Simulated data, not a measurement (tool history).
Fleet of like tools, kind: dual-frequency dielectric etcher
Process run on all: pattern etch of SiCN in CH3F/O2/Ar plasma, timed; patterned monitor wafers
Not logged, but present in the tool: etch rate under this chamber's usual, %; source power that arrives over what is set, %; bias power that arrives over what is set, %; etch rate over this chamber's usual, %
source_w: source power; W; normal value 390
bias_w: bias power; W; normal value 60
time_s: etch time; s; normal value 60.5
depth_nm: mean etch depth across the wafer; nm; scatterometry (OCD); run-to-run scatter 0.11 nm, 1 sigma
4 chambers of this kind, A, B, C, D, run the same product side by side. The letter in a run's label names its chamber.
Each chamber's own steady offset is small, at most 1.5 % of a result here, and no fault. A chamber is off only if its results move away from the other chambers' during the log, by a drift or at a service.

| run | hour | source_w | bias_w | time_s | hours since the last wet clean | hours since the last source power generator calibration | hours since the last bias power generator calibration | read-back reference wafer on the same gauge, depth_nm | depth_nm |
|---|---|---|---|---|---|---|---|---|---|
| 1B | 8.5 | 390 | 60 | 60.5 | 483.4 | 2559.4 | 4528.9 | 18.693 | 20.787 |
| 2A | 22.1 | 390 | 60 | 60.5 | 362.1 | 1051.5 | 1318.2 | 18.720 | 21.226 |
|  | 34.8 | chamber A: wet clean of the chamber |
| 3D | 37.5 | 390 | 60 | 60.5 | 196.2 | 1598.9 | 84.0 | 18.713 | 21.029 |
| 4C | 46.9 | 390 | 60 | 60.5 | 268.4 | 1184.5 | 3946.7 | 18.689 | 21.231 |
| 5A | 60.7 | 470 | 52 | 60.5 | 25.9 | 1090.1 | 1356.8 | 18.703 | 21.900 |
| 6C | 75.7 | 470 | 52 | 60.5 | 297.2 | 1213.3 | 3975.5 | 18.701 | 21.943 |
|  | 80.8 | chamber B: wet clean of the chamber |
| 7D | 84.4 | 470 | 52 | 60.5 | 243.1 | 1645.8 | 130.9 | 18.699 | 21.798 |
| 8B | 92.3 | 470 | 52 | 60.5 | 11.6 | 2643.2 | 4612.7 | 18.719 | 21.258 |
| 9D | 101.8 | 390 | 60 | 60.5 | 260.5 | 1663.2 | 148.3 | 18.710 | 21.316 |
| 10B | 115.2 | 390 | 60 | 60.5 | 34.5 | 2666.1 | 4635.6 | 18.684 | 20.827 |
| 11C | 130.9 | 390 | 60 | 60.5 | 352.4 | 1268.5 | 4030.7 | 18.699 | 21.163 |
| 12A | 141.9 | 390 | 60 | 60.5 | 107.1 | 1171.3 | 1438.0 | 18.705 | 21.229 |
|  | 155.7 | chamber D: source power generator calibrated |
| 13B | 156.1 | 390 | 60 | 60.5 | 75.4 | 2707.0 | 4676.5 | 18.717 | 20.961 |
| 14D | 168.5 | 390 | 60 | 60.5 | 327.2 | 12.8 | 215.0 | 18.686 | 21.071 |
| 15A | 177.9 | 360 | 46 | 60.5 | 143.1 | 1207.3 | 1474.0 | 18.693 | 18.972 |
| 16C | 191.6 | 360 | 46 | 60.5 | 413.1 | 1329.2 | 4091.4 | 18.709 | 18.755 |
| 17A | 201.6 | 360 | 46 | 60.5 | 166.8 | 1231.0 | 1497.7 | 18.698 | 18.844 |
|  | 207.6 | chamber C: wet clean of the chamber |
| 18D | 213.5 | 360 | 46 | 60.5 | 372.2 | 57.8 | 260.0 | 18.700 | 18.843 |
| 19B | 223.3 | 390 | 60 | 60.5 | 142.6 | 2774.2 | 4743.7 | 18.695 | 20.759 |
| 20C | 233.3 | 390 | 60 | 60.5 | 25.8 | 1370.9 | 4133.1 | 18.711 | 21.289 |
|  | 237.7 | chamber B: bias power generator calibrated |
| 21B | 246.4 | 390 | 60 | 60.5 | 165.7 | 2797.3 | 8.7 | 18.703 | 20.847 |
| 22D | 254.7 | 450 | 49 | 60.5 | 413.4 | 99.0 | 301.2 | 18.685 | 20.904 |
| 23C | 270.2 | 450 | 49 | 60.5 | 62.7 | 1407.8 | 4170.0 | 18.707 | 21.238 |
| 24A | 283.3 | 450 | 49 | 60.5 | 248.5 | 1312.7 | 1579.4 | 18.722 | 21.105 |
| 25D | 293.2 | 450 | 49 | 60.5 | 451.9 | 137.5 | 339.7 | 18.695 | 20.692 |
| 26C | 306.6 | 390 | 60 | 60.5 | 99.1 | 1444.2 | 4206.4 | 18.708 | 21.344 |
| 27B | 314.6 | 390 | 60 | 60.5 | 233.9 | 2865.5 | 76.9 | 18.701 | 20.852 |
| 28A | 321.8 | 390 | 60 | 60.5 | 287.0 | 1351.2 | 1617.9 | 18.671 | 21.071 |
| 29C | 335.6 | 390 | 60 | 60.5 | 128.1 | 1473.2 | 4235.4 | 18.693 | 21.240 |
| 30A | 343.3 | 390 | 60 | 60.5 | 308.5 | 1372.7 | 1639.4 | 18.715 | 21.152 |
| 31D | 350.9 | 390 | 60 | 60.5 | 509.6 | 195.2 | 397.4 | 18.702 | 21.221 |
| 32B | 358.2 | 390 | 60 | 60.5 | 277.5 | 2909.1 | 120.5 | 18.701 | 20.803 |
| 33B | 368.3 | 390 | 60 | 60.5 | 287.6 | 2919.2 | 130.6 | 18.662 | 20.951 |
| 34D | 382.3 | 390 | 60 | 71.0 | 541.0 | 226.6 | 428.8 | 18.702 | 24.640 |
| 35C | 395.8 | 390 | 60 | 71.0 | 188.3 | 1533.4 | 4295.6 | 18.706 | 24.914 |
|  | 397.4 | chamber A: wet clean of the chamber |
| 36A | 411.9 | 390 | 60 | 71.0 | 14.6 | 1441.3 | 1708.0 | 18.686 | 25.072 |
| 37D | 426.5 | 390 | 60 | 71.0 | 585.2 | 270.8 | 473.0 | 18.691 | 24.836 |
| 38C | 438.6 | 390 | 60 | 60.5 | 231.1 | 1576.2 | 4338.4 | 18.720 | 21.199 |
| 39A | 451.4 | 390 | 60 | 60.5 | 54.1 | 1480.8 | 1747.5 | 18.687 | 21.554 |

Has any chamber moved away from the others, gradually or after a service, or does the common gauge drift, or do the chambers differ only by their own small steady offsets? State the chamber and the most likely cause if one applies.

Beyond each chamber's small constant offset nothing stands out, and the gauge stays steady.

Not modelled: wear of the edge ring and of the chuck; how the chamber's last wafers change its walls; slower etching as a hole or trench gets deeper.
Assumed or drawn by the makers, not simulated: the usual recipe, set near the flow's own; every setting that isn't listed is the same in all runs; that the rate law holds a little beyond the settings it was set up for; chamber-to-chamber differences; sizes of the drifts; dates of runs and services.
